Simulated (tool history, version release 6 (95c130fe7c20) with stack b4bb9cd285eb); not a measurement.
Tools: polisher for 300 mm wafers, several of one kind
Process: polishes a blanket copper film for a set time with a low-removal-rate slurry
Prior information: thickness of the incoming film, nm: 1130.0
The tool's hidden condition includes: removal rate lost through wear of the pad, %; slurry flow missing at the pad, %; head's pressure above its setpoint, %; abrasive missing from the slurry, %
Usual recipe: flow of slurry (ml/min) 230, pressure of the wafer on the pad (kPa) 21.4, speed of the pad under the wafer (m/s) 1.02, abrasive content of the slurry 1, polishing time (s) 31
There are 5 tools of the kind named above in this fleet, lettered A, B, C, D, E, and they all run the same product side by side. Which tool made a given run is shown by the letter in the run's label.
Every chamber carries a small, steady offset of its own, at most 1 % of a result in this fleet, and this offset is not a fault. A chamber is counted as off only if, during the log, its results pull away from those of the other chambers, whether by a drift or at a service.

run	hour	flow of slurry (ml/min)	pressure of the wafer on the pad (kPa)	speed of the pad under the wafer (m/s)	abrasive content of the slurry	polishing time (s)	wafers polished on this pad	hours since the slurry nozzle was cleaned	hours since the head pressure was calibrated	hours since the slurry blender was calibrated	film removed (Å)
# hour 5.7: chamber E: worn pad replaced by a new one
# hour 5.9: chamber E: head pressure recalibrated
1A	7.3	230	21.4	1.02	1	31	665	145.7	870.7	52	806.84
# hour 9.6: chamber D: worn pad replaced by a new one
2D	13.7	230	21.4	1.02	1	31	37	84.2	392.6	126.3	808.95
3B	19.4	230	21.4	1.02	1	31	453	255.4	293.3	27.4	822.3
4E	25.8	230	21.4	1.02	1	31	182	203.9	20	107.5	794.43
5C	30.2	230	21.4	1.02	1	31	741	93.9	445.3	93.8	813.54
6A	34.2	230	21.4	1.02	1	31	908	172.6	897.6	78.9	801.93
# hour 35: chamber A: worn pad replaced by a new one
# hour 38.6: chamber B: worn pad replaced by a new one
7B	41.5	230	21.4	1.02	1	31	26	277.5	315.4	49.5	807.43
8E	48.1	230	21.4	1.02	1	31	384	226.2	42.3	129.8	801.6
9C	55.3	230	21.4	1.02	1	31	968	119	470.4	118.9	811.39
10D	59.7	230	21.4	1.02	1	31	453	130.2	438.6	172.3	817.74
11A	65.2	230	21.4	1.02	1	31	273	203.6	928.6	109.9	804.57
# hour 66.6: chamber E: worn pad replaced by a new one
# hour 71.2: chamber B: slurry nozzle cleaned
12D	72.3	230	21.4	1.02	1	31	567	142.8	451.2	184.9	810.3
13E	75.9	230	21.4	1.02	1	31	84	254	70.1	157.6	809.18
# hour 76.2: chamber D: worn pad replaced by a new one
14C	82.6	230	21.4	1.02	1	31	1214	146.3	497.7	146.2	795.89
15B	86.6	230	21.4	1.02	1	31	434	15.5	360.5	94.6	804.35
16D	93.4	230	21.4	1.02	1	31	155	163.9	472.3	206	800.6
17E	98.7	230	21.4	1.02	1	31	290	276.8	92.9	180.4	812.16
# hour 105.3: chamber B: worn pad replaced by a new one
18A	105.5	165	21.4	1.02	0.75	31	638	243.9	968.9	150.2	722.03
19B	111.2	165	21.4	1.02	0.75	31	53	40.1	385.1	119.2	728.39
20C	117.7	165	21.4	1.02	0.75	31	1532	181.4	532.8	181.3	708.74
# hour 124.2: chamber A: worn pad replaced by a new one
21A	124.9	165	21.4	1.02	0.75	31	7	263.3	988.3	169.6	722.81
22E	129.3	165	21.4	1.02	0.75	31	567	307.4	123.5	211	723.83
# hour 134.4: chamber E: worn pad replaced by a new one
# hour 135.8: chamber B: head pressure recalibrated
23D	136.5	230	21.4	1.02	1	31	545	207	515.4	249.1	813.33
24C	142.5	230	21.4	1.02	1	31	1756	206.2	557.6	206.1	785.8
# hour 145.5: chamber D: worn pad replaced by a new one
25B	148.1	230	21.4	1.02	1	31	387	77	12.3	156.1	818.48
26C	154.8	230	17.2	1.02	1	31	1867	218.5	569.9	218.4	627.14
27A	161.8	230	17.2	1.02	1	31	340	300.2	1025.2	206.5	647.99
# hour 162.1: chamber B: worn pad replaced by a new one
# hour 164: chamber E: slurry blender recalibrated
28E	165.9	230	17.2	1.02	1	31	284	344	160.1	2	652.13
29D	172.9	230	17.2	1.02	1	31	247	243.4	551.8	285.5	648.59
30B	178.6	230	17.2	1.02	1	31	149	107.5	42.8	186.6	655.83
31A	183.3	230	21.4	1.02	1	31	535	321.7	1046.7	228	805.66
32C	190	230	21.4	1.02	1	31	2185	253.7	605.1	253.6	767.85
# hour 193.7: chamber E: worn pad replaced by a new one
33B	195.2	230	21.4	1.02	1	31	299	124.1	59.4	203.2	811.96
34E	199.1	230	21.4	1.02	1	31	48	377.2	193.3	35.2	810.39
35D	204.6	230	21.4	1.02	1	31	534	275.1	583.5	317.2	807.07
# hour 210.8: chamber A: worn pad replaced by a new one
36E	211.7	230	21.4	1.02	1	31	162	389.8	205.9	47.8	799.85
# hour 217.8: chamber D: worn pad replaced by a new one
37A	218.8	230	15.2	0.88	1	31	72	357.2	1082.2	263.5	489.52
# hour 225: chamber B: worn pad replaced by a new one
38B	226.1	230	15.2	0.88	1	31	10	155	90.3	234.1	500.84
39D	230	230	15.2	0.88	1	31	111	300.5	608.9	342.6	496.4
40C	233.5	230	15.2	0.88	1	31	2579	297.2	648.6	297.1	465.8
41B	237.1	230	15.2	0.88	1	31	110	166	101.3	245.1	495.37
# hour 244.6: chamber A: slurry blender recalibrated
42C	244.6	230	21.4	1.02	1	31	2679	308.3	659.7	308.2	744.7
43A	248.8	230	21.4	1.02	1	31	343	387.2	1112.2	4.3	807.31

Decide between three cases: one chamber stands off from its peers, the gauge reading all wafers drifts, or nothing is wrong past each chamber's small offset. Where a chamber is off, say which and what most likely put it there.

Chamber C drifts away from the others.
Cause: removal rate lost through wear of the pad, % = 8.45.
It could be hard to tell apart here from: slurry flow missing at the pad, %; head's pressure below its setpoint, %; abrasive missing from the slurry, %.

Here are 4 candidates for chamber C's next run, each the usual settings with a change, their results left as question marks. Which one brings its results back in line with what the others give on the usual settings?
In line means no further than this from the other chambers' mean on the usual settings: film removed (Å) 19
44C-1	254.3	230	22.1	1.04	1	32					?
44C-2	254.3	230	21.4	0.94	1	31					?
44C-3	254.3	230	21.4	1.12	1	34					?
44C-4	254.3	230	21.4	1.02	1	26					?

The other chambers' mean on the usual settings: film removed (Å) 809.15
run	film removed (Å)
44C-1	805.41
44C-2	682.76
44C-3	893.84
44C-4	621.92
44C-1 brings the chamber back in line.

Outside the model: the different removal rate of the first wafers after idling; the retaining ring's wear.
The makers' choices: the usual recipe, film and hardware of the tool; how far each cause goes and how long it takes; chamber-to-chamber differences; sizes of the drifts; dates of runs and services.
